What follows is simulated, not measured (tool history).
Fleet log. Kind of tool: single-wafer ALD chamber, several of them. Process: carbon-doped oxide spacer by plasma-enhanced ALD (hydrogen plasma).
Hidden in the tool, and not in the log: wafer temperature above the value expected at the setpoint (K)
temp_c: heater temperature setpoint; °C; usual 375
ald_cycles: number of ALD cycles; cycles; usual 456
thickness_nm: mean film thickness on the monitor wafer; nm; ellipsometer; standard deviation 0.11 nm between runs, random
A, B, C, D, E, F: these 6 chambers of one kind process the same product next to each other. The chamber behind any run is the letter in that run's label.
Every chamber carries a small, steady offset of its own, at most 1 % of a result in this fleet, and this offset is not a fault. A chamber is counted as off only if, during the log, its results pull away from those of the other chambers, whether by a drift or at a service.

| run | hour | temp_c | ald_cycles | hours since the last thermocouple change | read-back reference wafer on the same gauge, thickness_nm | thickness_nm |
|---|---|---|---|---|---|---|
| 1C | 5.4 | 375 | 456 | 469.2 | 25.203 | 22.875 |
| 2D | 13.1 | 375 | 456 | 1823.9 | 25.22 | 22.606 |
| 3B | 21.1 | 375 | 456 | 1401.2 | 25.196 | 22.917 |
| 4A | 28.7 | 375 | 456 | 931.5 | 25.216 | 22.725 |
| 5F | 34.2 | 375 | 456 | 484.7 | 25.245 | 22.8 |
| 6E | 43.1 | 375 | 456 | 203 | 25.21 | 23.017 |
| 7D | 51.8 | 375 | 456 | 1862.6 | 25.212 | 22.765 |
| 8B | 58 | 375 | 456 | 1438.1 | 25.188 | 22.778 |
| 9F | 63.7 | 367 | 540 | 514.2 | 25.228 | 27.047 |
| 10C | 69 | 367 | 540 | 532.8 | 25.192 | 27.426 |
| 11E | 78.2 | 367 | 540 | 238.1 | 25.175 | 27.023 |
|  | 78.7 | chamber A: thermocouple changed; heater temperature recalibrated |
| 12A | 84.9 | 367 | 540 | 6.3 | 25.206 | 27.251 |
| 13A | 89.3 | 367 | 540 | 10.7 | 25.184 | 26.89 |
| 14B | 93.7 | 367 | 540 | 1473.8 | 25.193 | 27.039 |
| 15D | 99.6 | 375 | 456 | 1910.4 | 25.182 | 22.631 |
| 16F | 103.8 | 375 | 456 | 554.3 | 25.196 | 22.573 |
| 17E | 109.3 | 375 | 456 | 269.2 | 25.202 | 22.788 |
| 18C | 117.5 | 375 | 456 | 581.3 | 25.22 | 22.729 |
| 19C | 127 | 375 | 456 | 590.8 | 25.18 | 22.959 |
| 20D | 134 | 375 | 456 | 1944.8 | 25.167 | 22.652 |
| 21E | 141 | 375 | 456 | 300.9 | 25.232 | 22.84 |
| 22B | 149.8 | 375 | 456 | 1529.9 | 25.217 | 22.805 |
| 23F | 156.9 | 375 | 510 | 607.4 | 25.172 | 25.292 |
| 24A | 166 | 375 | 510 | 87.4 | 25.205 | 25.864 |
| 25F | 172.9 | 375 | 510 | 623.4 | 25.197 | 25.519 |
| 26C | 178.2 | 375 | 510 | 642 | 25.185 | 25.604 |
| 27D | 185.9 | 375 | 510 | 1996.7 | 25.196 | 25.284 |
| 28B | 193.3 | 375 | 510 | 1573.4 | 25.188 | 25.441 |
| 29A | 201.5 | 375 | 456 | 122.9 | 25.204 | 22.765 |
| 30E | 210.4 | 375 | 456 | 370.3 | 25.231 | 22.945 |
| 31F | 215.7 | 375 | 456 | 666.2 | 25.168 | 22.651 |
| 32B | 223.7 | 375 | 456 | 1603.8 | 25.166 | 22.737 |
| 33A | 227.9 | 375 | 456 | 149.3 | 25.22 | 22.779 |
| 34C | 232.4 | 375 | 456 | 696.2 | 25.212 | 22.833 |
| 35D | 240.8 | 375 | 456 | 2051.6 | 25.181 | 22.631 |
| 36E | 248 | 375 | 456 | 407.9 | 25.167 | 23 |
| 37B | 255.3 | 375 | 456 | 1635.4 | 25.23 | 22.935 |
| 38E | 263.3 | 375 | 456 | 423.2 | 25.201 | 22.733 |
| 39D | 271.2 | 375 | 456 | 2082 | 25.207 | 22.726 |
| 40F | 278.5 | 375 | 456 | 729 | 25.159 | 22.454 |
| 41C | 285.7 | 375 | 456 | 749.5 | 25.193 | 22.883 |

Each of the 6 chambers runs these same settings next. Fill in every chamber's results:
| 42A | 292.5 | 375 | 456 |  |  | ? |
| 42B | 292.5 | 375 | 456 |  |  | ? |
| 42C | 292.5 | 375 | 456 |  |  | ? |
| 42D | 292.5 | 375 | 456 |  |  | ? |
| 42E | 292.5 | 375 | 456 |  |  | ? |
| 42F | 292.5 | 375 | 456 |  |  | ? |

| run | thickness_nm |
|---|---|
| 42A | 22.704 |
| 42B | 22.93 |
| 42C | 22.642 |
| 42D | 22.728 |
| 42E | 22.775 |
| 42F | 22.62 |
